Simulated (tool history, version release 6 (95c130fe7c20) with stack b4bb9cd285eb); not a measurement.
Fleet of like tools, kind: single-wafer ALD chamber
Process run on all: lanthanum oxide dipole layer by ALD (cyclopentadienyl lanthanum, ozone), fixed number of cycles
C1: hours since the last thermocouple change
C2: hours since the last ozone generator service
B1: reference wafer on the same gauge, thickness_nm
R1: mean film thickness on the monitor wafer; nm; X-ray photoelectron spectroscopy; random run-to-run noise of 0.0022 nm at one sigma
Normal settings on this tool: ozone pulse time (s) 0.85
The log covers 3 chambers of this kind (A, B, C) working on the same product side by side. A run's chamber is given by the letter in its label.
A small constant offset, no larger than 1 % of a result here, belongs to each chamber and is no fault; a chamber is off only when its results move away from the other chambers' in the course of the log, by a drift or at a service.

Run 1A, hour 5.9: usual settings; C1 1623; C2 884.9; B1 0.43741. Result: R1 0.46882 nm.
Run 2B, hour 8.8: usual settings; C1 90; C2 202.4; B1 0.43795. Result: R1 0.46952 nm.
Run 3C, hour 12.7: usual settings; C1 1281.8; C2 1409.3; B1 0.43747. Result: R1 0.47225 nm.
Run 4B, hour 18.2: usual settings; C1 99.4; C2 211.8; B1 0.43781. Result: R1 0.47514 nm.
Run 5A, hour 21.9: usual settings; C1 1639; C2 900.9; B1 0.43799. Result: R1 0.47086 nm.
Run 6C, hour 24.8: usual settings but ozone pulse time (s) 1.02; C1 1293.9; C2 1421.4; B1 0.4383. Result: R1 0.50359 nm.
Run 7B, hour 30.6: usual settings but ozone pulse time (s) 1.02; C1 111.8; C2 224.2; B1 0.43789. Result: R1 0.50525 nm.
Run 8A, hour 35.2: usual settings but ozone pulse time (s) 1.02; C1 1652.3; C2 914.2; B1 0.43801. Result: R1 0.50324 nm.
Run 9C, hour 38.4: usual settings; C1 1307.5; C2 1435; B1 0.43789. Result: R1 0.47574 nm.
Run 10B, hour 44.2: usual settings; C1 125.4; C2 237.8; B1 0.43815. Result: R1 0.47624 nm.
Run 11A, hour 46.8: usual settings; C1 1663.9; C2 925.8; B1 0.43836. Result: R1 0.47041 nm.
Run 12C, hour 49.7: usual settings; C1 1318.8; C2 1446.3; B1 0.43847. Result: R1 0.47311 nm.
Run 13B, hour 52.7: usual settings; C1 133.9; C2 246.3; B1 0.4379. Result: R1 0.47382 nm.
Run 14A, hour 56.7: usual settings; C1 1673.8; C2 935.7; B1 0.43809. Result: R1 0.47351 nm.
Run 15C, hour 61.5: usual settings; C1 1330.6; C2 1458.1; B1 0.438. Result: R1 0.47517 nm.
Run 16C, hour 67.4: usual settings but ozone pulse time (s) 1.12; C1 1336.5; C2 1464; B1 0.43768. Result: R1 0.5187 nm.
Run 17B, hour 70.2: usual settings but ozone pulse time (s) 1.12; C1 151.4; C2 263.8; B1 0.4377. Result: R1 0.51099 nm.
Run 18A, hour 73.3: usual settings but ozone pulse time (s) 1.12; C1 1690.4; C2 952.3; B1 0.43821. Result: R1 0.51352 nm.
Run 19A, hour 75.9: usual settings; C1 1693; C2 954.9; B1 0.43838. Result: R1 0.46816 nm.
Run 20B, hour 80: usual settings; C1 161.2; C2 273.6; B1 0.43842. Result: R1 0.46189 nm.
Run 21C, hour 84.9: usual settings but ozone pulse time (s) 0.63; C1 1354; C2 1481.5; B1 0.43796. Result: R1 0.42163 nm.
Run 22A, hour 89.3: usual settings but ozone pulse time (s) 0.63; C1 1706.4; C2 968.3; B1 0.43718. Result: R1 0.41436 nm.
Run 23C, hour 94.9: usual settings but ozone pulse time (s) 0.63; C1 1364; C2 1491.5; B1 0.43737. Result: R1 0.41984 nm.
Run 24B, hour 98.8: usual settings; C1 180; C2 292.4; B1 0.43765. Result: R1 0.46338 nm.
Run 25A, hour 104.5: usual settings; C1 1721.6; C2 983.5; B1 0.43802. Result: R1 0.46963 nm.
Run 26C, hour 107.9: usual settings; C1 1377; C2 1504.5; B1 0.4384. Result: R1 0.47403 nm.
Run 27B, hour 112.1: usual settings; C1 193.3; C2 305.7; B1 0.43802. Result: R1 0.45282 nm.
At hour 115.5: chamber A: ozone generator serviced.
Run 28C, hour 116: usual settings; C1 1385.1; C2 1512.6; B1 0.4379. Result: R1 0.47644 nm.
Run 29A, hour 118.5: usual settings; C1 1735.6; C2 3.1; B1 0.43842. Result: R1 0.47298 nm.
Run 30B, hour 121.6: usual settings but ozone pulse time (s) 0.59; C1 202.8; C2 315.2; B1 0.4384. Result: R1 0.37723 nm.
Run 31C, hour 124.2: usual settings but ozone pulse time (s) 0.59; C1 1393.3; C2 1520.8; B1 0.43821. Result: R1 0.4058 nm.
Run 32B, hour 129.1: usual settings but ozone pulse time (s) 0.59; C1 210.3; C2 322.7; B1 0.43767. Result: R1 0.37668 nm.
Run 33A, hour 133.4: usual settings; C1 1750.5; C2 18; B1 0.43796. Result: R1 0.47411 nm.
Run 34C, hour 136.6: usual settings but ozone pulse time (s) 0.61; C1 1405.7; C2 1533.2; B1 0.43773. Result: R1 0.4076 nm.
Run 35A, hour 141.5: usual settings but ozone pulse time (s) 0.61; C1 1758.6; C2 26.1; B1 0.43854. Result: R1 0.40413 nm.
Run 36B, hour 147.2: usual settings but ozone pulse time (s) 0.61; C1 228.4; C2 340.8; B1 0.43761. Result: R1 0.38043 nm.
Run 37C, hour 150.3: usual settings; C1 1419.4; C2 1546.9; B1 0.43777. Result: R1 0.47353 nm.

Next, every chamber runs the same settings. What will each give?
Run 38A, hour 154.5: usual settings but ozone pulse time (s) 1.03. Result: R1 ?.
Run 38B, hour 154.5: usual settings but ozone pulse time (s) 1.03. Result: R1 ?.
Run 38C, hour 154.5: usual settings but ozone pulse time (s) 1.03. Result: R1 ?.

run       R1
38A  0.50745
38B  0.47625
38C  0.50485
